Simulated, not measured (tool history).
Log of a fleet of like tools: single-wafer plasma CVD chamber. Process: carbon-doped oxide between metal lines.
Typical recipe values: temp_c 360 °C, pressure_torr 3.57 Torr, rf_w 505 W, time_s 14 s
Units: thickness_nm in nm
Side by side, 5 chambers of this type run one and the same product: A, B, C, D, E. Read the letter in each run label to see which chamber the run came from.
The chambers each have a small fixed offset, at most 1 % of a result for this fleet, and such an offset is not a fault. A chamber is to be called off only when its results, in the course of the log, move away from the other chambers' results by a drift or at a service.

run,day,temp_c,pressure_torr,rf_w,time_s,"read-back reference wafer on the same gauge, thickness_nm",thickness_nm
1A,0.55,360,3.57,505,14,65.719,66.945
2E,1.133,360,3.57,505,14,65.876,67.706
3D,1.446,360,3.57,505,14,65.802,68.577
4B,1.721,360,3.57,505,14,65.87,67.586
5C,2.146,360,3.57,505,14,65.789,67.124
6D,2.479,360,3.57,505,14,65.813,68.135
# day 2.967: chamber B: capacitance manometer re-zeroed and calibrated
7B,3.083,360,3.57,505,14,65.815,68.219
8C,3.671,360,3.57,505,14,65.835,66.975
9A,4.154,374,3.57,505,14,65.727,65.565
10E,4.608,374,3.57,505,14,65.791,65.523
11C,5.179,374,3.57,505,14,65.811,65.316
# day 5.446: chamber D: thermocouple changed; heater temperature recalibrated
12A,5.562,374,3.57,505,14,65.746,64.813
13D,6.092,374,3.57,505,14,65.704,65.391
14B,6.404,360,3.57,505,14,65.759,66.705
15E,6.829,360,3.57,505,14,65.793,67.61
16B,7.45,360,4.22,415,14,65.757,60.498
17C,7.912,360,4.22,415,14,65.749,60.354
18A,8.308,360,4.22,415,14,65.786,59.088
# day 8.846: chamber A: thermocouple changed; heater temperature recalibrated
19E,8.933,360,4.22,415,14,65.802,59.513
# day 9.375: chamber D: RF generator calibrated
20D,9.429,360,4.22,415,14,65.809,60.715
21A,9.929,360,3.57,505,14,65.749,66.853
22D,10.525,360,3.57,505,14,65.807,67.448
23B,10.862,360,3.57,445,14,65.845,62.111
24E,11.454,360,3.57,445,14,65.79,62.168
25C,11.821,360,3.57,445,14,65.859,62.341
26C,12.133,360,3.57,445,14,65.829,62.076
27D,12.742,360,3.57,445,14,65.752,62.26
28B,13.262,360,3.57,450,14,65.793,63.071
29E,13.621,360,3.57,450,14,65.693,62.361
30A,14.021,360,3.57,450,14,65.819,59.979
31B,14.317,360,3.57,450,14,65.787,62.858
32A,14.879,360,3.57,450,14,65.809,60.296
33E,15.462,360,3.57,505,14,65.745,67.811
34D,15.9,360,3.57,505,14,65.868,67.917
35C,16.292,360,3.57,505,14,65.757,67.632
36B,16.7,360,3.57,505,14,65.784,67.829
37A,17.192,360,3.57,505,14,65.783,64.99
38C,17.588,360,3.57,505,14,65.867,67.59
39D,18.208,360,3.57,505,14,65.786,68.794
40E,18.579,360,3.57,505,14,65.837,67.252

Predict what each chamber gives when all 5 of them run the settings below next.
41A,19.033,360,3.57,505,12.3,,?
41B,19.033,360,3.57,505,12.3,,?
41C,19.033,360,3.57,505,12.3,,?
41D,19.033,360,3.57,505,12.3,,?
41E,19.033,360,3.57,505,12.3,,?

run,thickness_nm
41A,56.808
41B,59.57
41C,59.623
41D,59.979
41E,59.569

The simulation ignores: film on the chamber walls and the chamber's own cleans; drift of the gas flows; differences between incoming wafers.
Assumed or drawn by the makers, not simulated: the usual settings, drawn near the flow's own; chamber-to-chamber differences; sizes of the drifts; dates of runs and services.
